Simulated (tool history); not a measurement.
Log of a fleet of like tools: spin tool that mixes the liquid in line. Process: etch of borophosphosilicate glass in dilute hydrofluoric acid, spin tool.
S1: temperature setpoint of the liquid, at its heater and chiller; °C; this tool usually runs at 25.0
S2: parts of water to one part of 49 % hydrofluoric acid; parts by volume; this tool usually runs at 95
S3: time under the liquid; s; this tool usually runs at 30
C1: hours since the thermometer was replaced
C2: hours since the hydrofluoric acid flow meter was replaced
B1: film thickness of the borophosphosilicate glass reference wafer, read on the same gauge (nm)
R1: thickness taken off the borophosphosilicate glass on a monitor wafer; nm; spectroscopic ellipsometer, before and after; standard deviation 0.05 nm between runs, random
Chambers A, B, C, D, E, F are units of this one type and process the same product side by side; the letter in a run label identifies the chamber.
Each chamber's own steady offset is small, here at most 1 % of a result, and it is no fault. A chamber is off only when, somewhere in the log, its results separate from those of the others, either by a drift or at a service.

run,hour,S1,S2,S3,C1,C2,B1,R1
1D,12.7,25.0,95,30,157.8,1633.2,130.02,13.3640
2E,22.4,25.0,95,30,290.5,387.3,129.96,13.2780
3B,29.3,25.0,95,30,1934.0,494.5,130.04,13.4430
4A,40.2,25.0,95,30,140.3,326.0,130.02,13.4440
5C,48.0,25.0,95,30,1049.1,315.3,129.95,13.4140
# hour 51.1: chamber E: hydrofluoric acid flow meter replaced
6F,56.1,25.0,95,30,1164.8,197.4,130.01,13.3250
# hour 68.0: chamber D: hydrofluoric acid flow meter replaced
7C,69.7,25.0,95,30,1070.8,337.0,129.98,13.3550
8D,78.2,25.0,95,15,223.3,10.2,130.03,6.6167
9F,90.8,25.0,95,15,1199.5,232.1,129.99,6.6780
# hour 93.4: chamber B: hydrofluoric acid flow meter replaced
10E,99.0,25.0,95,15,367.1,48.0,129.98,6.6090
11A,108.9,25.0,95,15,209.0,394.7,130.02,6.6803
12B,117.6,25.0,95,15,2022.3,24.3,130.01,6.7342
13C,131.8,25.0,95,15,1132.9,399.1,130.02,6.6865
14F,143.3,25.0,95,30,1252.0,284.6,130.03,13.3450
15D,150.7,25.0,95,30,295.8,82.7,130.01,13.2970
16E,161.5,25.0,95,30,429.6,110.5,129.94,13.3310
17A,173.1,25.0,95,30,273.2,458.9,129.98,13.5590
18B,179.5,25.0,95,30,2084.2,86.2,130.03,13.4360
19B,190.4,25.0,95,30,2095.1,97.1,130.01,13.5360
20E,202.5,25.0,95,30,470.6,151.5,130.01,13.2400
21D,216.7,25.0,140,30,361.8,148.7,129.97,8.5208
22A,224.1,25.0,140,30,324.2,509.9,130.03,8.7024
23C,236.0,25.0,140,30,1237.1,503.3,130.04,8.6576
24F,245.0,25.0,140,30,1353.7,386.3,130.02,8.5646
25F,253.7,25.0,140,30,1362.4,395.0,129.99,8.5741
26B,261.6,25.0,140,30,2166.3,168.3,130.03,8.6044
27E,273.8,25.0,95,30,541.9,222.8,129.98,13.2880
28D,287.7,25.0,95,20,432.8,219.7,130.02,8.8533
29C,297.2,25.0,95,20,1298.3,564.5,130.03,8.9706
30A,307.1,25.0,95,20,407.2,592.9,129.98,8.9725
31B,320.8,25.0,95,20,2225.5,227.5,130.01,8.9995
# hour 328.4: chamber F: thermometer replaced
32D,329.1,25.0,95,20,474.2,261.1,129.99,8.9220
33F,335.5,25.0,95,20,7.2,476.8,129.99,8.9701
34C,344.0,25.0,95,30,1345.1,611.3,130.04,13.4490
35E,358.3,25.0,95,30,626.4,307.3,129.93,13.2870
36A,372.6,25.0,95,30,472.7,658.4,130.04,13.5100
37C,383.8,25.0,95,30,1384.9,651.1,129.98,13.3690
38E,397.2,29.5,95,50,665.3,346.2,130.01,26.2960
39F,411.4,29.5,95,50,83.1,552.7,130.00,26.5760
40D,425.6,29.5,95,50,570.7,357.6,130.03,26.4640
41B,436.2,29.5,95,50,2340.9,342.9,130.00,26.6330
42A,450.2,29.5,95,50,550.3,736.0,130.00,26.8640
43F,458.4,29.5,95,50,130.1,599.7,130.00,26.4780
44D,470.2,25.0,95,30,615.3,402.2,129.95,13.3370

Does one chamber stand apart from the rest, does the shared gauge drift, or is all well apart from small per-chamber offsets? Give the chamber and the most likely cause, where there is one.

The fleet is healthy, with each chamber sitting at its usual small offset and no drift in the gauge.
